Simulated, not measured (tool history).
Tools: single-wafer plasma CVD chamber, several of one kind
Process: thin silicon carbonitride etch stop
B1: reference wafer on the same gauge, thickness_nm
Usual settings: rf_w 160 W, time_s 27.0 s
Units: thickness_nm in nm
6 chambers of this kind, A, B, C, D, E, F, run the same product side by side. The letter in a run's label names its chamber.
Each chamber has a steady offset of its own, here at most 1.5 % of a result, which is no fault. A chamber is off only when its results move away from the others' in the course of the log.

{"run": "1C", "day": 0.246, "rf_w": 160, "time_s": 27.0, "B1": 12.812, "thickness_nm": 14.468}
{"run": "2F", "day": 0.508, "rf_w": 160, "time_s": 27.0, "B1": 12.789, "thickness_nm": 14.34}
{"run": "3E", "day": 0.646, "rf_w": 160, "time_s": 27.0, "B1": 12.805, "thickness_nm": 14.4}
{"run": "4D", "day": 0.817, "rf_w": 160, "time_s": 27.0, "B1": 12.796, "thickness_nm": 14.539}
{"run": "5B", "day": 0.992, "rf_w": 160, "time_s": 27.0, "B1": 12.797, "thickness_nm": 14.339}
{"run": "6A", "day": 1.154, "rf_w": 160, "time_s": 27.0, "B1": 12.799, "thickness_nm": 14.403}
{"run": "7F", "day": 1.408, "rf_w": 160, "time_s": 27.0, "B1": 12.808, "thickness_nm": 14.545}
{"run": "8C", "day": 1.55, "rf_w": 160, "time_s": 27.0, "B1": 12.784, "thickness_nm": 14.436}
{"run": "9D", "day": 1.729, "rf_w": 160, "time_s": 27.0, "B1": 12.813, "thickness_nm": 14.639}
{"run": "10A", "day": 2.0, "rf_w": 135, "time_s": 22.4, "B1": 12.784, "thickness_nm": 11.5}
{"run": "11E", "day": 2.262, "rf_w": 135, "time_s": 22.4, "B1": 12.806, "thickness_nm": 11.263}
{"run": "12B", "day": 2.446, "rf_w": 135, "time_s": 22.4, "B1": 12.807, "thickness_nm": 11.334}
{"run": "13D", "day": 2.729, "rf_w": 135, "time_s": 22.4, "B1": 12.8, "thickness_nm": 11.494}
{"run": "14C", "day": 2.896, "rf_w": 135, "time_s": 22.4, "B1": 12.808, "thickness_nm": 11.328}
{"run": "15E", "day": 3.088, "rf_w": 135, "time_s": 22.4, "B1": 12.806, "thickness_nm": 11.204}
{"run": "16F", "day": 3.296, "rf_w": 160, "time_s": 27.0, "B1": 12.81, "thickness_nm": 14.485}
{"run": "17B", "day": 3.471, "rf_w": 160, "time_s": 27.0, "B1": 12.794, "thickness_nm": 14.45}
{"run": "18A", "day": 3.75, "rf_w": 160, "time_s": 27.0, "B1": 12.8, "thickness_nm": 14.503}
{"run": "19B", "day": 3.946, "rf_w": 160, "time_s": 27.0, "B1": 12.78, "thickness_nm": 14.175}
{"run": "20D", "day": 4.183, "rf_w": 160, "time_s": 27.0, "B1": 12.811, "thickness_nm": 14.629}
{"run": "21F", "day": 4.442, "rf_w": 160, "time_s": 27.0, "B1": 12.786, "thickness_nm": 14.35}
{"run": "22A", "day": 4.712, "rf_w": 160, "time_s": 27.0, "B1": 12.79, "thickness_nm": 14.641}
{"run": "23C", "day": 4.908, "rf_w": 160, "time_s": 27.0, "B1": 12.797, "thickness_nm": 14.412}
{"run": "24E", "day": 5.221, "rf_w": 160, "time_s": 27.0, "B1": 12.79, "thickness_nm": 14.285}
{"run": "25E", "day": 5.479, "rf_w": 160, "time_s": 27.0, "B1": 12.801, "thickness_nm": 14.271}
{"run": "26F", "day": 5.754, "rf_w": 160, "time_s": 27.0, "B1": 12.819, "thickness_nm": 14.45}
{"run": "27D", "day": 5.908, "rf_w": 160, "time_s": 27.0, "B1": 12.788, "thickness_nm": 14.674}
{"run": "28A", "day": 6.058, "rf_w": 160, "time_s": 27.0, "B1": 12.797, "thickness_nm": 14.572}
{"run": "29C", "day": 6.267, "rf_w": 160, "time_s": 27.0, "B1": 12.811, "thickness_nm": 14.448}
{"run": "30B", "day": 6.462, "rf_w": 160, "time_s": 27.0, "B1": 12.785, "thickness_nm": 14.384}
{"run": "31E", "day": 6.75, "rf_w": 160, "time_s": 27.0, "B1": 12.796, "thickness_nm": 14.478}
{"run": "32B", "day": 6.938, "rf_w": 160, "time_s": 27.0, "B1": 12.803, "thickness_nm": 14.514}
{"run": "33A", "day": 7.117, "rf_w": 160, "time_s": 27.0, "B1": 12.802, "thickness_nm": 14.527}
{"run": "34C", "day": 7.392, "rf_w": 160, "time_s": 27.0, "B1": 12.787, "thickness_nm": 14.487}
{"run": "35D", "day": 7.554, "rf_w": 160, "time_s": 27.0, "B1": 12.806, "thickness_nm": 14.596}
{"run": "36F", "day": 7.742, "rf_w": 160, "time_s": 27.0, "B1": 12.792, "thickness_nm": 14.443}

All 6 chambers run these settings next. Forecast each chamber's results:
{"run": "37A", "day": 7.967, "rf_w": 130, "time_s": 27.0, "thickness_nm": "?"}
{"run": "37B", "day": 7.967, "rf_w": 130, "time_s": 27.0, "thickness_nm": "?"}
{"run": "37C", "day": 7.967, "rf_w": 130, "time_s": 27.0, "thickness_nm": "?"}
{"run": "37D", "day": 7.967, "rf_w": 130, "time_s": 27.0, "thickness_nm": "?"}
{"run": "37E", "day": 7.967, "rf_w": 130, "time_s": 27.0, "thickness_nm": "?"}
{"run": "37F", "day": 7.967, "rf_w": 130, "time_s": 27.0, "thickness_nm": "?"}

run=37A thickness_nm=13.707
run=37B thickness_nm=13.526
run=37C thickness_nm=13.617
run=37D thickness_nm=13.594
run=37E thickness_nm=13.446
run=37F thickness_nm=13.618
